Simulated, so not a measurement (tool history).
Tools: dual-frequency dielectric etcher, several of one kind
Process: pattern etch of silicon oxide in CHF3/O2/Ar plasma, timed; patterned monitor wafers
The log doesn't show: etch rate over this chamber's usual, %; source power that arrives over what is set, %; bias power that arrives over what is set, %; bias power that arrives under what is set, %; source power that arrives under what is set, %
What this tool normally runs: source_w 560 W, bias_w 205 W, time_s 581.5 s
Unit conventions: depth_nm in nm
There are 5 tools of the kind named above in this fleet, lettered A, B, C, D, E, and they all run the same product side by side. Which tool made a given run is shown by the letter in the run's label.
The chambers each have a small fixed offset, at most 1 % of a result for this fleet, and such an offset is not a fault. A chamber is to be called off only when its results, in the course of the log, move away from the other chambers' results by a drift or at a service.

run	hour	source_w	bias_w	time_s	hours since the last wet clean	hours since the last source power generator calibration	hours since the last bias power generator calibration	read-back reference wafer on the same gauge, depth_nm	depth_nm
1B	16	560	205	581.5	193.4	1582.6	2382.7	1360.2	1167.3
# hour 27.1: chamber E: wet clean of the chamber
2A	27.8	560	205	581.5	389.9	3471.3	2902.5	1360.4	1175.4
3D	36.3	560	205	581.5	126.1	373.7	757	1360.5	1162.4
4E	47	560	205	581.5	20	291.2	860.3	1360.3	1162.1
5C	55.1	560	205	581.5	549.7	2219.7	1408.6	1361.1	1168.6
6A	67.8	560	205	581.5	429.9	3511.3	2942.5	1360.7	1178.2
7D	78.6	560	205	581.5	168.4	416	799.3	1361.1	1162.3
8C	86.2	560	205	581.5	580.8	2250.8	1439.7	1361.1	1167.2
9B	97.9	560	205	581.5	275.3	1664.5	2464.6	1361.2	1167.1
10E	113.1	560	205	581.5	86.1	357.3	926.4	1360.9	1160.2
# hour 116.3: chamber C: wet clean of the chamber
11D	126.3	560	205	581.5	216.1	463.7	847	1361.9	1163.4
12A	136	560	205	581.5	498.1	3579.5	3010.7	1361.4	1178.3
13B	151.9	560	205	581.5	329.3	1718.5	2518.6	1362.3	1168
14E	162.3	560	249	581.5	135.3	406.5	975.6	1362	1245.4
15C	174.1	560	249	581.5	57.9	2338.7	1527.6	1362.1	1250.1
# hour 182.4: chamber A: wet clean of the chamber
16D	186.2	560	249	581.5	276	523.6	906.9	1361.8	1245.5
17C	199.4	560	249	581.5	83.2	2364	1552.9	1361.9	1253.8
18A	209.1	560	249	581.5	26.7	3652.6	3083.8	1362.1	1263
19E	224.5	560	205	581.5	197.5	468.7	1037.8	1362.3	1161.9
20B	234.3	560	205	581.5	411.7	1800.9	2601	1362.8	1171.9
21B	244.9	560	205	581.5	422.3	1811.5	2611.6	1363.1	1169.2
22D	253.4	560	205	581.5	343.2	590.8	974.1	1362.6	1166.3
23A	266.2	560	205	581.5	83.8	3709.7	3140.9	1363.1	1181.6
24C	277.9	560	205	581.5	161.7	2442.5	1631.4	1363.7	1170.6
25E	287.1	560	205	581.5	260.1	531.3	1100.4	1363.2	1164.6
26D	294.7	560	205	581.5	384.5	632.1	1015.4	1363.4	1163.9
# hour 298.7: chamber D: wet clean of the chamber
27A	301.8	560	205	581.5	119.4	3745.3	3176.5	1363.5	1182.9
# hour 308.4: chamber A: source power generator calibrated
28C	315	560	175	480	198.8	2479.6	1668.5	1364.1	914.98
29E	328.7	560	175	480	301.7	572.9	1142	1363.7	910.6
30B	341.9	560	175	480	519.3	1908.5	2708.6	1363.9	913.82
# hour 347.1: chamber B: wet clean of the chamber
31A	356.7	560	175	480	174.3	48.3	3231.4	1364	923.29
# hour 361.1: chamber E: wet clean of the chamber
32B	364.4	560	175	480	17.4	1931	2731.1	1364.5	914.53
33E	372.5	560	205	581.5	11.4	616.7	1185.8	1364.2	1163.9
34D	383.7	560	205	581.5	85	721.1	1104.4	1364.6	1166.2
35C	395.3	560	205	581.5	279.1	2559.9	1748.8	1364.4	1171.7
36D	409	560	205	581.5	110.3	746.4	1129.7	1364.7	1165.1
37C	418.6	560	205	581.5	302.4	2583.2	1772.1	1364.9	1169.7
38E	432.6	560	205	581.5	71.5	676.8	1245.9	1365	1166.2
39B	441.7	560	205	581.5	94.7	2008.3	2808.4	1365.1	1170.4
40A	456.8	560	205	581.5	274.4	148.4	3331.5	1365.2	1182.7
41C	467.2	560	205	581.5	351	2631.8	1820.7	1365.3	1174.7
42D	478.7	560	205	581.5	180	816.1	1199.4	1365.1	1165.4
43E	490.4	560	205	581.5	129.3	734.6	1303.7	1365.2	1166.9
44B	505.6	560	205	715.5	158.6	2072.2	2872.3	1366	1440.8

All chambers now run identical settings, listed one chamber a line with results as question marks. What results will each chamber show?
45A	517.2	560	205	581.5					?
45B	517.2	560	205	581.5					?
45C	517.2	560	205	581.5					?
45D	517.2	560	205	581.5					?
45E	517.2	560	205	581.5					?

run	depth_nm
45A	1181.9
45B	1173
45C	1170.8
45D	1166.4
45E	1166.6
